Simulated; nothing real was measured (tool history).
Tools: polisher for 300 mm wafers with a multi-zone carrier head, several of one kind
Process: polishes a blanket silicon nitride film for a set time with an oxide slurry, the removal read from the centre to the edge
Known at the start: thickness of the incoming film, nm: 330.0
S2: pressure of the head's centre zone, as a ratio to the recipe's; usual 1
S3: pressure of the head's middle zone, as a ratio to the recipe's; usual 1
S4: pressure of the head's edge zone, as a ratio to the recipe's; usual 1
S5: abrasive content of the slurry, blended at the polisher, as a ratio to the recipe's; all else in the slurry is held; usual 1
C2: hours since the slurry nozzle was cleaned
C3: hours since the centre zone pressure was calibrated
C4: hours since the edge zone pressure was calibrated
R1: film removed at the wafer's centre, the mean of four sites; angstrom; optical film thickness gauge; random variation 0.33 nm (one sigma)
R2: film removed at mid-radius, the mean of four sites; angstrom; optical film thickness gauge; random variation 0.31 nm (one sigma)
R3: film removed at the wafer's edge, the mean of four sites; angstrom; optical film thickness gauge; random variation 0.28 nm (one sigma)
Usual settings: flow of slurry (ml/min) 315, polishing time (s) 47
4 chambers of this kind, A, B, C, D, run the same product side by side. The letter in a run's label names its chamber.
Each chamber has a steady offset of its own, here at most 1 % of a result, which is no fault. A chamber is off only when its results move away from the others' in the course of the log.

run 1C hour=6.5 | flow_of_slurry_(ml/min)=315 S2=1 S3=1 S4=1 S5=1 polishing_time_(s)=47 | wafers_polished_on_this_pad=1237 C2=266.1 C3=32.4 C4=68.2 | R1=265.64 R2=262.04 R3=261.82
run 2D hour=9.8 | flow_of_slurry_(ml/min)=315 S2=1 S3=1 S4=1 S5=1 polishing_time_(s)=47 | wafers_polished_on_this_pad=417 C2=79.3 C3=544.7 C4=763.3 | R1=264.22 R2=262.19 R3=264.82
run 3B hour=15.7 | flow_of_slurry_(ml/min)=315 S2=1 S3=1 S4=1 S5=1 polishing_time_(s)=47 | wafers_polished_on_this_pad=787 C2=298.5 C3=130.6 C4=596.2 | R1=258.48 R2=255.28 R3=261.58
-- hour=15.8 chamber C: worn pad replaced by a new one
run 4A hour=18.8 | flow_of_slurry_(ml/min)=315 S2=1 S3=1 S4=1 S5=1 polishing_time_(s)=47 | wafers_polished_on_this_pad=907 C2=310.2 C3=1009.7 C4=57.5 | R1=267.7 R2=261.36 R3=257.55
run 5B hour=24.2 | flow_of_slurry_(ml/min)=315 S2=1 S3=1 S4=1 S5=1 polishing_time_(s)=47 | wafers_polished_on_this_pad=856 C2=307 C3=139.1 C4=604.7 | R1=259.03 R2=266.25 R3=265.88
run 6D hour=28.5 | flow_of_slurry_(ml/min)=315 S2=1 S3=1 S4=1 S5=1 polishing_time_(s)=47 | wafers_polished_on_this_pad=568 C2=98 C3=563.4 C4=782 | R1=267.52 R2=258.17 R3=259.9
run 7C hour=31.8 | flow_of_slurry_(ml/min)=315 S2=1 S3=1 S4=1 S5=1 polishing_time_(s)=47 | wafers_polished_on_this_pad=129 C2=291.4 C3=57.7 C4=93.5 | R1=262.04 R2=260.7 R3=256.97
run 8A hour=38.9 | flow_of_slurry_(ml/min)=315 S2=1 S3=1 S4=1 S5=1 polishing_time_(s)=47 | wafers_polished_on_this_pad=1069 C2=330.3 C3=1029.8 C4=77.6 | R1=266.93 R2=263.7 R3=266.1
run 9D hour=42.3 | flow_of_slurry_(ml/min)=315 S2=1 S3=1 S4=1 S5=1 polishing_time_(s)=47 | wafers_polished_on_this_pad=679 C2=111.8 C3=577.2 C4=795.8 | R1=262.24 R2=261.55 R3=262.45
-- hour=44.1 chamber A: worn pad replaced by a new one
run 10A hour=46.5 | flow_of_slurry_(ml/min)=315 S2=1 S3=1 S4=1 S5=1 polishing_time_(s)=47 | wafers_polished_on_this_pad=19 C2=337.9 C3=1037.4 C4=85.2 | R1=262.79 R2=261.04 R3=262.99
run 11B hour=50.6 | flow_of_slurry_(ml/min)=315 S2=1 S3=1 S4=1 S5=1 polishing_time_(s)=47 | wafers_polished_on_this_pad=1068 C2=333.4 C3=165.5 C4=631.1 | R1=262.36 R2=263.43 R3=259.52
run 12C hour=56.4 | flow_of_slurry_(ml/min)=315 S2=1 S3=1 S4=1 S5=1 polishing_time_(s)=47 | wafers_polished_on_this_pad=327 C2=316 C3=82.3 C4=118.1 | R1=261.35 R2=255.46 R3=268.3
-- hour=56.8 chamber C: slurry nozzle cleaned
run 13B hour=59.7 | flow_of_slurry_(ml/min)=315 S2=1 S3=1 S4=1 S5=1 polishing_time_(s)=47 | wafers_polished_on_this_pad=1141 C2=342.5 C3=174.6 C4=640.2 | R1=264.78 R2=264.87 R3=255.91
run 14D hour=66 | flow_of_slurry_(ml/min)=315 S2=1 S3=1 S4=1 S5=1.15 polishing_time_(s)=47 | wafers_polished_on_this_pad=870 C2=135.5 C3=600.9 C4=819.5 | R1=279.67 R2=268.35 R3=278.87
run 15C hour=69.1 | flow_of_slurry_(ml/min)=315 S2=1 S3=1 S4=1 S5=1.15 polishing_time_(s)=47 | wafers_polished_on_this_pad=429 C2=12.4 C3=95 C4=130.8 | R1=268.89 R2=275.93 R3=274.69
run 16A hour=73.6 | flow_of_slurry_(ml/min)=315 S2=1 S3=1 S4=1 S5=1.15 polishing_time_(s)=47 | wafers_polished_on_this_pad=238 C2=365 C3=1064.5 C4=112.3 | R1=277.44 R2=274.06 R3=278.63
run 17A hour=80.3 | flow_of_slurry_(ml/min)=315 S2=1 S3=1 S4=1 S5=1.15 polishing_time_(s)=47 | wafers_polished_on_this_pad=292 C2=371.7 C3=1071.2 C4=119 | R1=281.04 R2=279.92 R3=278.8
-- hour=81.7 chamber D: worn pad replaced by a new one
run 18B hour=83.8 | flow_of_slurry_(ml/min)=315 S2=1 S3=1 S4=1 S5=1 polishing_time_(s)=47 | wafers_polished_on_this_pad=1336 C2=366.6 C3=198.7 C4=664.3 | R1=255.49 R2=257.6 R3=253.6
run 19D hour=89.4 | flow_of_slurry_(ml/min)=365 S2=1 S3=1 S4=1 S5=0.85 polishing_time_(s)=47 | wafers_polished_on_this_pad=62 C2=158.9 C3=624.3 C4=842.9 | R1=248.11 R2=248.14 R3=252.8
run 20C hour=93.6 | flow_of_slurry_(ml/min)=365 S2=1 S3=1 S4=1 S5=0.85 polishing_time_(s)=47 | wafers_polished_on_this_pad=626 C2=36.9 C3=119.5 C4=155.3 | R1=237.05 R2=245 R3=246.8
run 21B hour=97.6 | flow_of_slurry_(ml/min)=365 S2=1 S3=1 S4=1 S5=0.85 polishing_time_(s)=47 | wafers_polished_on_this_pad=1447 C2=380.4 C3=212.5 C4=678.1 | R1=232.04 R2=239.17 R3=233.97
run 22C hour=104.2 | flow_of_slurry_(ml/min)=365 S2=1 S3=1 S4=1 S5=0.85 polishing_time_(s)=47 | wafers_polished_on_this_pad=712 C2=47.5 C3=130.1 C4=165.9 | R1=241.97 R2=241.37 R3=243.01
run 23D hour=110.6 | flow_of_slurry_(ml/min)=315 S2=1 S3=1 S4=1 S5=1 polishing_time_(s)=47 | wafers_polished_on_this_pad=233 C2=180.1 C3=645.5 C4=864.1 | R1=261.35 R2=260.48 R3=257.85
run 24A hour=117.4 | flow_of_slurry_(ml/min)=315 S2=1 S3=1 S4=1 S5=1 polishing_time_(s)=47 | wafers_polished_on_this_pad=590 C2=408.8 C3=1108.3 C4=156.1 | R1=263.5 R2=254.54 R3=260.88
run 25D hour=121.5 | flow_of_slurry_(ml/min)=315 S2=1 S3=1 S4=1 S5=1 polishing_time_(s)=47 | wafers_polished_on_this_pad=320 C2=191 C3=656.4 C4=875 | R1=261.21 R2=260.81 R3=257.98
run 26B hour=127.5 | flow_of_slurry_(ml/min)=315 S2=1 S3=1 S4=1 S5=1 polishing_time_(s)=47 | wafers_polished_on_this_pad=1688 C2=410.3 C3=242.4 C4=708 | R1=242.65 R2=241.76 R3=238.07
run 27A hour=133.5 | flow_of_slurry_(ml/min)=315 S2=1 S3=1 S4=1 S5=1 polishing_time_(s)=47 | wafers_polished_on_this_pad=720 C2=424.9 C3=1124.4 C4=172.2 | R1=259.55 R2=263.07 R3=256.55
run 28C hour=140.5 | flow_of_slurry_(ml/min)=315 S2=1 S3=1 S4=1 S5=1 polishing_time_(s)=47 | wafers_polished_on_this_pad=1004 C2=83.8 C3=166.4 C4=202.2 | R1=257.09 R2=259.96 R3=262.05
run 29A hour=147.4 | flow_of_slurry_(ml/min)=415 S2=1 S3=0.91 S4=1 S5=1 polishing_time_(s)=47 | wafers_polished_on_this_pad=832 C2=438.8 C3=1138.3 C4=186.1 | R1=271.81 R2=245.61 R3=262.47
run 30B hour=152.6 | flow_of_slurry_(ml/min)=415 S2=1 S3=0.91 S4=1 S5=1 polishing_time_(s)=47 | wafers_polished_on_this_pad=1890 C2=435.4 C3=267.5 C4=733.1 | R1=239.57 R2=217.22 R3=239.9
run 31D hour=155.6 | flow_of_slurry_(ml/min)=415 S2=1 S3=0.91 S4=1 S5=1 polishing_time_(s)=47 | wafers_polished_on_this_pad=595 C2=225.1 C3=690.5 C4=909.1 | R1=269.42 R2=249.7 R3=265.85

Next, every chamber runs the same settings. What will each give?
run 32A hour=160.7 | flow_of_slurry_(ml/min)=315 S2=1 S3=1 S4=1 S5=1 polishing_time_(s)=47 | R1=? R2=? R3=?
run 32B hour=160.7 | flow_of_slurry_(ml/min)=315 S2=1 S3=1 S4=1 S5=1 polishing_time_(s)=47 | R1=? R2=? R3=?
run 32C hour=160.7 | flow_of_slurry_(ml/min)=315 S2=1 S3=1 S4=1 S5=1 polishing_time_(s)=47 | R1=? R2=? R3=?
run 32D hour=160.7 | flow_of_slurry_(ml/min)=315 S2=1 S3=1 S4=1 S5=1 polishing_time_(s)=47 | R1=? R2=? R3=?

run=32A R1=264.21 R2=259.03 R3=259.77
run=32B R1=229.4 R2=235.26 R3=231.36
run=32C R1=266.33 R2=260.91 R3=258.49
run=32D R1=261.61 R2=256.55 R3=263.06

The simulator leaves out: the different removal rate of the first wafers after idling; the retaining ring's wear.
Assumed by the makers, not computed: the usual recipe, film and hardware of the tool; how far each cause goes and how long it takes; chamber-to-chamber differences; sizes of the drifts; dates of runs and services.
